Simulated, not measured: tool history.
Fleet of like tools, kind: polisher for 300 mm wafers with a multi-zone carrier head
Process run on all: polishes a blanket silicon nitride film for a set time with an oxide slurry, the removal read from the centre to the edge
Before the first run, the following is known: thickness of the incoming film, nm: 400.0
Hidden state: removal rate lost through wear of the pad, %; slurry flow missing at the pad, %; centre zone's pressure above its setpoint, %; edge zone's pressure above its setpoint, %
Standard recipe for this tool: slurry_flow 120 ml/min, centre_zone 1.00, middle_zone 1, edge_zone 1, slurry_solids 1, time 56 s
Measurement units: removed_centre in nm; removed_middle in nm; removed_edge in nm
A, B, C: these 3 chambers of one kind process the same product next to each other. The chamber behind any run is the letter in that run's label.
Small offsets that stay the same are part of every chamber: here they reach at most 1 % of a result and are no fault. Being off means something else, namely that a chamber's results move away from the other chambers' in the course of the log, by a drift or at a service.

run	hour	slurry_flow	centre_zone	middle_zone	edge_zone	slurry_solids	time	wafers polished on this pad	hours since the slurry nozzle was cleaned	hours since the centre zone pressure was calibrated	hours since the edge zone pressure was calibrated	removed_centre	removed_middle	removed_edge
1B	12.0	120	1.00	1	1	1	56	515	44.6	605.4	417.7	49.127	48.006	47.769
2C	21.5	120	1.00	1	1	1	56	610	660.1	166.1	285.2	49.384	49.367	49.284
# hour 22.5: chamber C: slurry nozzle cleaned
# hour 29.3: chamber A: worn pad replaced by a new one
# hour 31.3: chamber A: edge zone pressure recalibrated
3A	33.3	120	1.00	1	1	1	56	46	453.8	845.9	2.1	47.345	48.565	48.218
# hour 36.3: chamber C: worn pad replaced by a new one
4C	39.9	120	1.00	1	1	1	56	42	17.5	184.5	303.6	48.597	49.355	48.816
5B	54.1	120	1.00	1	1	1	56	1000	86.7	647.5	459.8	48.207	47.435	48.966
6A	63.4	120	1.00	1	1	1	56	393	483.9	876.0	32.2	47.496	48.123	48.218
7C	73.2	120	1.00	1	1	1	56	426	50.8	217.8	336.9	49.377	48.596	48.859
8B	83.7	120	1.00	1	1	1	56	1342	116.3	677.1	489.4	48.419	48.097	48.381
9A	91.2	120	1.00	1	1	1	56	714	511.7	903.8	60.0	48.369	48.674	48.032
# hour 95.7: chamber C: worn pad replaced by a new one
# hour 95.7: chamber A: worn pad replaced by a new one
10B	98.0	120	1.00	1	1	1	56	1507	130.6	691.4	503.7	48.286	47.197	49.433
11C	108.2	120	1.00	1	1	1	56	145	85.8	252.8	371.9	48.995	47.423	48.795
12A	117.1	120	1.00	1	1	1	56	246	537.6	929.7	85.9	48.443	49.735	49.169
13A	124.3	120	1.00	1	1	1	56	330	544.8	936.9	93.1	48.187	49.515	48.731
14C	136.9	120	1.00	1	1	1	56	476	114.5	281.5	400.6	48.118	48.824	48.942
15B	144.6	120	1.00	1	1	1	56	2044	177.2	738.0	550.3	49.111	46.916	48.919
# hour 156.1: chamber C: worn pad replaced by a new one
16C	157.2	120	1.00	1	1	1	56	13	134.8	301.8	420.9	47.785	47.597	49.031
17A	164.5	120	1.00	1	1	1	56	793	585.0	977.1	133.3	47.570	47.796	48.821
# hour 171.7: chamber A: worn pad replaced by a new one
18B	178.9	120	1.00	1	1	1	56	2440	211.5	772.3	584.6	48.162	47.506	47.760
19A	192.7	120	1.00	1	1	1	56	243	613.2	1005.3	161.5	48.319	48.394	48.559
20C	200.8	120	1.00	1	1	1	56	516	178.4	345.4	464.5	48.008	48.624	48.744
21B	212.5	120	1.00	1	1	1	56	2828	245.1	805.9	618.2	46.441	47.355	46.674
22C	220.5	120	1.00	1	1	1	56	743	198.1	365.1	484.2	48.542	50.296	49.106
# hour 225.1: chamber C: worn pad replaced by a new one
23B	233.3	120	1.00	1	1	1	56	3067	265.9	826.7	639.0	46.110	45.826	46.643
24A	243.2	120	1.00	1	1	1	56	825	663.7	1055.8	212.0	47.601	47.455	48.626
# hour 244.1: chamber A: worn pad replaced by a new one
# hour 247.5: chamber A: slurry nozzle cleaned
25A	256.5	120	1.00	1	1	1	56	143	9.0	1069.1	225.3	48.688	48.513	49.149
26B	267.5	120	1.00	1	1	1	56	3462	300.1	860.9	673.2	46.124	45.328	45.113
27C	274.6	120	1.00	1	1	1	56	571	252.2	419.2	538.3	48.309	48.846	49.012
28B	283.8	120	1.00	1	1	1	56	3650	316.4	877.2	689.5	45.024	44.262	44.625
# hour 284.1: chamber B: slurry nozzle cleaned
29C	293.6	120	1.00	1	1	1	56	791	271.2	438.2	557.3	48.754	47.331	48.155
# hour 299.2: chamber C: worn pad replaced by a new one
# hour 306.1: chamber A: worn pad replaced by a new one
30A	307.6	95	1.00	1	1	1	56	17	60.1	1120.2	276.4	45.068	46.169	47.023
# hour 308.9: chamber A: centre zone pressure recalibrated
31C	320.6	95	1.00	1	1	1	56	247	298.2	465.2	584.3	45.270	45.470	46.853
32A	334.3	95	1.00	1	1	1	56	325	86.8	25.4	303.1	44.176	45.916	46.527
# hour 338.2: chamber B: centre zone pressure recalibrated
33B	342.0	120	1.00	1	1	1	56	4321	58.0	3.9	747.7	43.291	43.390	43.448

Next, every chamber runs the same settings. What will each give?
34A	352.5	120	1.11	1	1	1	56					?	?	?
34B	352.5	120	1.11	1	1	1	56					?	?	?
34C	352.5	120	1.11	1	1	1	56					?	?	?

run	removed_centre	removed_middle	removed_edge
34A	52.344	48.356	48.948
34B	49.120	43.082	44.335
34C	54.167	48.561	48.519
